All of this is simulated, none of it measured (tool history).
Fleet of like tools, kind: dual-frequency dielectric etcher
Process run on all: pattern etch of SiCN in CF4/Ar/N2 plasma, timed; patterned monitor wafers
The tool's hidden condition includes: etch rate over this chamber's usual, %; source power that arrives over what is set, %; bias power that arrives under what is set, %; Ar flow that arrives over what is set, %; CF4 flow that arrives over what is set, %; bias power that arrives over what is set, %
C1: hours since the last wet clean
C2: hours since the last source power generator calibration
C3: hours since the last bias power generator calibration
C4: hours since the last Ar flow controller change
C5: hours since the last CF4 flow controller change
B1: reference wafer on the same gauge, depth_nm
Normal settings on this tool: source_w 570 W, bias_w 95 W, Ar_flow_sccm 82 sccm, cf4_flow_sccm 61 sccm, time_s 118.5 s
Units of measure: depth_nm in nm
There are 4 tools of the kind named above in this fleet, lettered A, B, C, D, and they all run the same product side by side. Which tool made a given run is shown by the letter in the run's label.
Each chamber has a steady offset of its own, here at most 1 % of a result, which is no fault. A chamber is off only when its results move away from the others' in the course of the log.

run 1D hour=2.5 | source_w=570 bias_w=95 Ar_flow_sccm=82 cf4_flow_sccm=61 time_s=118.5 | C1=178.5 C2=1995.7 C3=1478.2 C4=3529.3 C5=1620.2 | B1=115 | depth_nm=141.19
run 2B hour=5.4 | source_w=570 bias_w=95 Ar_flow_sccm=82 cf4_flow_sccm=61 time_s=118.5 | C1=462.2 C2=1100.8 C3=1061.7 C4=304.1 C5=3517.4 | B1=115.08 | depth_nm=139.27
run 3C hour=9.8 | source_w=570 bias_w=95 Ar_flow_sccm=82 cf4_flow_sccm=61 time_s=118.5 | C1=348.8 C2=4667.8 C3=2207.9 C4=216 C5=3337.4 | B1=115.02 | depth_nm=139.19
run 4A hour=12.2 | source_w=570 bias_w=95 Ar_flow_sccm=82 cf4_flow_sccm=61 time_s=118.5 | C1=100.3 C2=906.8 C3=1489 C4=933.4 C5=2048.9 | B1=114.99 | depth_nm=140.58
run 5D hour=16.3 | source_w=450 bias_w=95 Ar_flow_sccm=82 cf4_flow_sccm=61 time_s=118.5 | C1=192.3 C2=2009.5 C3=1492 C4=3543.1 C5=1634 | B1=114.96 | depth_nm=113.37
-- hour=19.7 chamber B: wet clean of the chamber
run 6C hour=20.1 | source_w=450 bias_w=95 Ar_flow_sccm=82 cf4_flow_sccm=61 time_s=118.5 | C1=359.1 C2=4678.1 C3=2218.2 C4=226.3 C5=3347.7 | B1=114.93 | depth_nm=113.22
run 7B hour=22.7 | source_w=450 bias_w=95 Ar_flow_sccm=82 cf4_flow_sccm=61 time_s=118.5 | C1=3.1 C2=1118.1 C3=1079 C4=321.4 C5=3534.7 | B1=114.97 | depth_nm=112.24
run 8A hour=25.2 | source_w=450 bias_w=95 Ar_flow_sccm=82 cf4_flow_sccm=61 time_s=118.5 | C1=113.3 C2=919.8 C3=1502 C4=946.4 C5=2061.9 | B1=114.91 | depth_nm=115.36
run 9C hour=29.9 | source_w=570 bias_w=95 Ar_flow_sccm=82 cf4_flow_sccm=61 time_s=118.5 | C1=368.9 C2=4687.9 C3=2228 C4=236.1 C5=3357.5 | B1=115 | depth_nm=139.09
run 10B hour=34.1 | source_w=570 bias_w=95 Ar_flow_sccm=82 cf4_flow_sccm=61 time_s=118.5 | C1=14.5 C2=1129.5 C3=1090.4 C4=332.8 C5=3546.1 | B1=115.09 | depth_nm=139.4
run 11A hour=38.4 | source_w=570 bias_w=95 Ar_flow_sccm=82 cf4_flow_sccm=61 time_s=118.5 | C1=126.5 C2=933 C3=1515.2 C4=959.6 C5=2075.1 | B1=115.01 | depth_nm=141.91
run 12D hour=40.6 | source_w=570 bias_w=95 Ar_flow_sccm=82 cf4_flow_sccm=61 time_s=118.5 | C1=216.6 C2=2033.8 C3=1516.3 C4=3567.4 C5=1658.3 | B1=114.95 | depth_nm=139.61
run 13C hour=43.7 | source_w=570 bias_w=95 Ar_flow_sccm=82 cf4_flow_sccm=61 time_s=118.5 | C1=382.7 C2=4701.7 C3=2241.8 C4=249.9 C5=3371.3 | B1=114.92 | depth_nm=138.39
run 14A hour=47 | source_w=570 bias_w=76 Ar_flow_sccm=82 cf4_flow_sccm=61 time_s=118.5 | C1=135.1 C2=941.6 C3=1523.8 C4=968.2 C5=2083.7 | B1=114.94 | depth_nm=131.51
run 15D hour=51.5 | source_w=570 bias_w=76 Ar_flow_sccm=82 cf4_flow_sccm=61 time_s=118.5 | C1=227.5 C2=2044.7 C3=1527.2 C4=3578.3 C5=1669.2 | B1=114.95 | depth_nm=130.56
run 16B hour=54.3 | source_w=570 bias_w=76 Ar_flow_sccm=82 cf4_flow_sccm=61 time_s=118.5 | C1=34.7 C2=1149.7 C3=1110.6 C4=353 C5=3566.3 | B1=115.01 | depth_nm=129.27
run 17A hour=57.4 | source_w=570 bias_w=76 Ar_flow_sccm=82 cf4_flow_sccm=61 time_s=118.5 | C1=145.5 C2=952 C3=1534.2 C4=978.6 C5=2094.1 | B1=115.14 | depth_nm=132.08
run 18C hour=60.4 | source_w=570 bias_w=95 Ar_flow_sccm=82 cf4_flow_sccm=61 time_s=118.5 | C1=399.4 C2=4718.4 C3=2258.5 C4=266.6 C5=3388 | B1=115.01 | depth_nm=138.98
-- hour=60.6 chamber C: source power generator calibrated
run 19D hour=64.1 | source_w=570 bias_w=95 Ar_flow_sccm=82 cf4_flow_sccm=61 time_s=118.5 | C1=240.1 C2=2057.3 C3=1539.8 C4=3590.9 C5=1681.8 | B1=114.94 | depth_nm=140.79
run 20B hour=67.1 | source_w=570 bias_w=95 Ar_flow_sccm=82 cf4_flow_sccm=61 time_s=118.5 | C1=47.5 C2=1162.5 C3=1123.4 C4=365.8 C5=3579.1 | B1=115.02 | depth_nm=138.38
run 21D hour=70.7 | source_w=570 bias_w=95 Ar_flow_sccm=82 cf4_flow_sccm=61 time_s=118.5 | C1=246.7 C2=2063.9 C3=1546.4 C4=3597.5 C5=1688.4 | B1=115.05 | depth_nm=140.08
run 22C hour=75.3 | source_w=570 bias_w=95 Ar_flow_sccm=82 cf4_flow_sccm=61 time_s=118.5 | C1=414.3 C2=14.8 C3=2273.4 C4=281.5 C5=3402.9 | B1=115.05 | depth_nm=138.42
run 23A hour=77.5 | source_w=630 bias_w=87 Ar_flow_sccm=82 cf4_flow_sccm=61 time_s=118.5 | C1=165.6 C2=972.1 C3=1554.3 C4=998.7 C5=2114.2 | B1=115 | depth_nm=152.46
run 24B hour=80.9 | source_w=630 bias_w=87 Ar_flow_sccm=82 cf4_flow_sccm=61 time_s=118.5 | C1=61.3 C2=1176.3 C3=1137.2 C4=379.6 C5=3592.9 | B1=115.01 | depth_nm=147.42
run 25D hour=84.3 | source_w=630 bias_w=87 Ar_flow_sccm=82 cf4_flow_sccm=61 time_s=118.5 | C1=260.3 C2=2077.5 C3=1560 C4=3611.1 C5=1702 | B1=114.97 | depth_nm=148.69
run 26A hour=88.8 | source_w=630 bias_w=87 Ar_flow_sccm=82 cf4_flow_sccm=61 time_s=118.5 | C1=176.9 C2=983.4 C3=1565.6 C4=1010 C5=2125.5 | B1=115.03 | depth_nm=153.54
run 27C hour=91.5 | source_w=570 bias_w=95 Ar_flow_sccm=82 cf4_flow_sccm=61 time_s=118.5 | C1=430.5 C2=31 C3=2289.6 C4=297.7 C5=3419.1 | B1=114.98 | depth_nm=138.61
run 28B hour=94.6 | source_w=570 bias_w=95 Ar_flow_sccm=82 cf4_flow_sccm=61 time_s=118.5 | C1=75 C2=1190 C3=1150.9 C4=393.3 C5=3606.6 | B1=115.04 | depth_nm=138.74
run 29A hour=98.3 | source_w=570 bias_w=95 Ar_flow_sccm=82 cf4_flow_sccm=61 time_s=118.5 | C1=186.4 C2=992.9 C3=1575.1 C4=1019.5 C5=2135 | B1=115 | depth_nm=144.63
run 30B hour=101.4 | source_w=570 bias_w=95 Ar_flow_sccm=82 cf4_flow_sccm=61 time_s=118.5 | C1=81.8 C2=1196.8 C3=1157.7 C4=400.1 C5=3613.4 | B1=114.85 | depth_nm=139.74
run 31D hour=103.6 | source_w=570 bias_w=95 Ar_flow_sccm=82 cf4_flow_sccm=61 time_s=118.5 | C1=279.6 C2=2096.8 C3=1579.3 C4=3630.4 C5=1721.3 | B1=115 | depth_nm=140.5
run 32C hour=106.7 | source_w=570 bias_w=95 Ar_flow_sccm=82 cf4_flow_sccm=61 time_s=118.5 | C1=445.7 C2=46.2 C3=2304.8 C4=312.9 C5=3434.3 | B1=114.9 | depth_nm=139.36
run 33B hour=111.1 | source_w=570 bias_w=95 Ar_flow_sccm=82 cf4_flow_sccm=61 time_s=118.5 | C1=91.5 C2=1206.5 C3=1167.4 C4=409.8 C5=3623.1 | B1=114.93 | depth_nm=138.47
run 34A hour=114.8 | source_w=570 bias_w=95 Ar_flow_sccm=82 cf4_flow_sccm=61 time_s=118.5 | C1=202.9 C2=1009.4 C3=1591.6 C4=1036 C5=2151.5 | B1=114.93 | depth_nm=144.39
run 35D hour=117.7 | source_w=570 bias_w=95 Ar_flow_sccm=82 cf4_flow_sccm=61 time_s=118.5 | C1=293.7 C2=2110.9 C3=1593.4 C4=3644.5 C5=1735.4 | B1=114.99 | depth_nm=140.16
run 36C hour=121.6 | source_w=570 bias_w=95 Ar_flow_sccm=82 cf4_flow_sccm=61 time_s=118.5 | C1=460.6 C2=61.1 C3=2319.7 C4=327.8 C5=3449.2 | B1=115.08 | depth_nm=138.93
run 37A hour=126.3 | source_w=570 bias_w=95 Ar_flow_sccm=82 cf4_flow_sccm=61 time_s=118.5 | C1=214.4 C2=1020.9 C3=1603.1 C4=1047.5 C5=2163 | B1=114.9 | depth_nm=144.81
run 38B hour=128.8 | source_w=570 bias_w=95 Ar_flow_sccm=82 cf4_flow_sccm=61 time_s=118.5 | C1=109.2 C2=1224.2 C3=1185.1 C4=427.5 C5=3640.8 | B1=115.08 | depth_nm=139.07
run 39D hour=132.1 | source_w=570 bias_w=95 Ar_flow_sccm=69 cf4_flow_sccm=61 time_s=118.5 | C1=308.1 C2=2125.3 C3=1607.8 C4=3658.9 C5=1749.8 | B1=114.94 | depth_nm=144.29
run 40C hour=134.4 | source_w=570 bias_w=95 Ar_flow_sccm=69 cf4_flow_sccm=61 time_s=118.5 | C1=473.4 C2=73.9 C3=2332.5 C4=340.6 C5=3462 | B1=115.03 | depth_nm=141.33

Each of the 4 chambers runs these same settings next. Fill in every chamber's results:
run 41A hour=137.9 | source_w=570 bias_w=95 Ar_flow_sccm=82 cf4_flow_sccm=61 time_s=118.5 | depth_nm=?
run 41B hour=137.9 | source_w=570 bias_w=95 Ar_flow_sccm=82 cf4_flow_sccm=61 time_s=118.5 | depth_nm=?
run 41C hour=137.9 | source_w=570 bias_w=95 Ar_flow_sccm=82 cf4_flow_sccm=61 time_s=118.5 | depth_nm=?
run 41D hour=137.9 | source_w=570 bias_w=95 Ar_flow_sccm=82 cf4_flow_sccm=61 time_s=118.5 | depth_nm=?

run=41A depth_nm=146.14
run=41B depth_nm=138.84
run=41C depth_nm=138.94
run=41D depth_nm=140.5
